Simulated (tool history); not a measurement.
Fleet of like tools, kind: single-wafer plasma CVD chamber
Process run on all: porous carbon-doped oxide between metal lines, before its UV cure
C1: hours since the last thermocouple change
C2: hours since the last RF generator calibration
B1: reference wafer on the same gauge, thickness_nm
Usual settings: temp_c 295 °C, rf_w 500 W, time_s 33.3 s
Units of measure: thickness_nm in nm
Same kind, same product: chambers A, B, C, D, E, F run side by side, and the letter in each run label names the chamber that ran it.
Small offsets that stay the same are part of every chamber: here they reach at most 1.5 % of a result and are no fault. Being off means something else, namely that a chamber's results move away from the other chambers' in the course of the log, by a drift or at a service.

{"run": "1E", "hour": 5.1, "temp_c": 295, "rf_w": 500, "time_s": 33.3, "C1": 1034.7, "C2": 169.9, "B1": 178.97, "thickness_nm": 185.07}
{"run": "2A", "hour": 12.3, "temp_c": 295, "rf_w": 500, "time_s": 33.3, "C1": 2224.0, "C2": 214.4, "B1": 179.09, "thickness_nm": 183.83}
{"run": "3C", "hour": 18.7, "temp_c": 295, "rf_w": 500, "time_s": 33.3, "C1": 935.6, "C2": 757.8, "B1": 179.06, "thickness_nm": 187.5}
{"run": "4B", "hour": 26.5, "temp_c": 295, "rf_w": 500, "time_s": 33.3, "C1": 594.7, "C2": 353.0, "B1": 179.05, "thickness_nm": 184.02}
{"run": "5D", "hour": 35.9, "temp_c": 295, "rf_w": 500, "time_s": 33.3, "C1": 1888.0, "C2": 1400.3, "B1": 179.13, "thickness_nm": 182.94}
{"run": "6F", "hour": 41.1, "temp_c": 295, "rf_w": 435, "time_s": 37.5, "C1": 734.7, "C2": 2682.4, "B1": 179.16, "thickness_nm": 187.31}
{"run": "7C", "hour": 48.4, "temp_c": 295, "rf_w": 435, "time_s": 37.5, "C1": 965.3, "C2": 787.5, "B1": 179.22, "thickness_nm": 190.57}
{"run": "8B", "hour": 55.8, "temp_c": 295, "rf_w": 435, "time_s": 37.5, "C1": 624.0, "C2": 382.3, "B1": 179.35, "thickness_nm": 187.71}
{"run": "9A", "hour": 63.2, "temp_c": 295, "rf_w": 435, "time_s": 37.5, "C1": 2274.9, "C2": 265.3, "B1": 179.24, "thickness_nm": 187.84}
{"run": "10E", "hour": 69.1, "temp_c": 295, "rf_w": 435, "time_s": 37.5, "C1": 1098.7, "C2": 233.9, "B1": 179.27, "thickness_nm": 188.31}
{"run": "11F", "hour": 76.8, "temp_c": 295, "rf_w": 435, "time_s": 37.5, "C1": 770.4, "C2": 2718.1, "B1": 179.29, "thickness_nm": 186.82}
{"run": "12D", "hour": 85.7, "temp_c": 295, "rf_w": 500, "time_s": 33.3, "C1": 1937.8, "C2": 1450.1, "B1": 179.37, "thickness_nm": 183.44}
{"run": "13D", "hour": 94.8, "temp_c": 295, "rf_w": 500, "time_s": 33.3, "C1": 1946.9, "C2": 1459.2, "B1": 179.39, "thickness_nm": 183.02}
{"hour": 96.6, "done": "chamber F: RF generator calibrated"}
{"run": "14C", "hour": 101.6, "temp_c": 295, "rf_w": 500, "time_s": 33.3, "C1": 1018.5, "C2": 840.7, "B1": 179.38, "thickness_nm": 188.18}
{"run": "15F", "hour": 106.4, "temp_c": 295, "rf_w": 500, "time_s": 33.3, "C1": 800.0, "C2": 9.9, "B1": 179.49, "thickness_nm": 184.52}
{"run": "16B", "hour": 113.8, "temp_c": 295, "rf_w": 500, "time_s": 33.3, "C1": 682.0, "C2": 440.3, "B1": 179.55, "thickness_nm": 184.59}
{"run": "17E", "hour": 121.9, "temp_c": 295, "rf_w": 500, "time_s": 33.3, "C1": 1151.5, "C2": 286.7, "B1": 179.5, "thickness_nm": 185.94}
{"run": "18A", "hour": 130.4, "temp_c": 295, "rf_w": 500, "time_s": 33.3, "C1": 2342.1, "C2": 332.5, "B1": 179.57, "thickness_nm": 184.97}
{"run": "19D", "hour": 139.5, "temp_c": 295, "rf_w": 565, "time_s": 33.3, "C1": 1991.6, "C2": 1503.9, "B1": 179.48, "thickness_nm": 199.37}
{"run": "20A", "hour": 147.5, "temp_c": 295, "rf_w": 565, "time_s": 33.3, "C1": 2359.2, "C2": 349.6, "B1": 179.57, "thickness_nm": 200.63}
{"run": "21F", "hour": 155.3, "temp_c": 295, "rf_w": 565, "time_s": 33.3, "C1": 848.9, "C2": 58.8, "B1": 179.61, "thickness_nm": 199.59}
{"run": "22B", "hour": 159.4, "temp_c": 295, "rf_w": 565, "time_s": 33.3, "C1": 727.6, "C2": 485.9, "B1": 179.68, "thickness_nm": 200.2}
{"run": "23C", "hour": 163.9, "temp_c": 295, "rf_w": 565, "time_s": 33.3, "C1": 1080.8, "C2": 903.0, "B1": 179.68, "thickness_nm": 203.77}
{"run": "24E", "hour": 169.9, "temp_c": 295, "rf_w": 565, "time_s": 33.3, "C1": 1199.5, "C2": 334.7, "B1": 179.72, "thickness_nm": 201.93}
{"run": "25D", "hour": 175.2, "temp_c": 295, "rf_w": 500, "time_s": 33.3, "C1": 2027.3, "C2": 1539.6, "B1": 179.77, "thickness_nm": 183.83}
{"run": "26B", "hour": 184.3, "temp_c": 295, "rf_w": 500, "time_s": 33.3, "C1": 752.5, "C2": 510.8, "B1": 179.71, "thickness_nm": 184.99}
{"run": "27F", "hour": 191.9, "temp_c": 295, "rf_w": 500, "time_s": 33.3, "C1": 885.5, "C2": 95.4, "B1": 179.75, "thickness_nm": 185.05}
{"run": "28C", "hour": 199.8, "temp_c": 295, "rf_w": 450, "time_s": 39.0, "C1": 1116.7, "C2": 938.9, "B1": 179.87, "thickness_nm": 204.02}
{"run": "29A", "hour": 205.8, "temp_c": 295, "rf_w": 450, "time_s": 39.0, "C1": 2417.5, "C2": 407.9, "B1": 179.83, "thickness_nm": 200.94}
{"run": "30E", "hour": 212.2, "temp_c": 295, "rf_w": 450, "time_s": 39.0, "C1": 1241.8, "C2": 377.0, "B1": 179.83, "thickness_nm": 202.46}
{"run": "31C", "hour": 218.9, "temp_c": 295, "rf_w": 450, "time_s": 39.0, "C1": 1135.8, "C2": 958.0, "B1": 179.92, "thickness_nm": 204.51}
{"hour": 220.1, "done": "chamber A: thermocouple changed; heater temperature recalibrated"}
{"run": "32B", "hour": 223.8, "temp_c": 295, "rf_w": 450, "time_s": 39.0, "C1": 792.0, "C2": 550.3, "B1": 179.88, "thickness_nm": 200.11}
{"run": "33A", "hour": 230.5, "temp_c": 295, "rf_w": 450, "time_s": 39.0, "C1": 10.4, "C2": 432.6, "B1": 179.94, "thickness_nm": 201.25}
{"run": "34E", "hour": 239.0, "temp_c": 295, "rf_w": 535, "time_s": 33.3, "C1": 1268.6, "C2": 403.8, "B1": 179.98, "thickness_nm": 195.18}
{"run": "35F", "hour": 245.7, "temp_c": 295, "rf_w": 535, "time_s": 33.3, "C1": 939.3, "C2": 149.2, "B1": 179.98, "thickness_nm": 193.19}
{"run": "36D", "hour": 252.8, "temp_c": 295, "rf_w": 535, "time_s": 33.3, "C1": 2104.9, "C2": 1617.2, "B1": 180.11, "thickness_nm": 192.89}
{"run": "37F", "hour": 257.1, "temp_c": 295, "rf_w": 535, "time_s": 33.3, "C1": 950.7, "C2": 160.6, "B1": 180.03, "thickness_nm": 193.65}

For the next run the whole fleet of 6 chambers uses the same settings. Give each chamber's results:
{"run": "38A", "hour": 263.8, "temp_c": 295, "rf_w": 500, "time_s": 33.3, "thickness_nm": "?"}
{"run": "38B", "hour": 263.8, "temp_c": 295, "rf_w": 500, "time_s": 33.3, "thickness_nm": "?"}
{"run": "38C", "hour": 263.8, "temp_c": 295, "rf_w": 500, "time_s": 33.3, "thickness_nm": "?"}
{"run": "38D", "hour": 263.8, "temp_c": 295, "rf_w": 500, "time_s": 33.3, "thickness_nm": "?"}
{"run": "38E", "hour": 263.8, "temp_c": 295, "rf_w": 500, "time_s": 33.3, "thickness_nm": "?"}
{"run": "38F", "hour": 263.8, "temp_c": 295, "rf_w": 500, "time_s": 33.3, "thickness_nm": "?"}

run=38A thickness_nm=185.62
run=38B thickness_nm=185.54
run=38C thickness_nm=188.66
run=38D thickness_nm=183.82
run=38E thickness_nm=186.88
run=38F thickness_nm=185.22
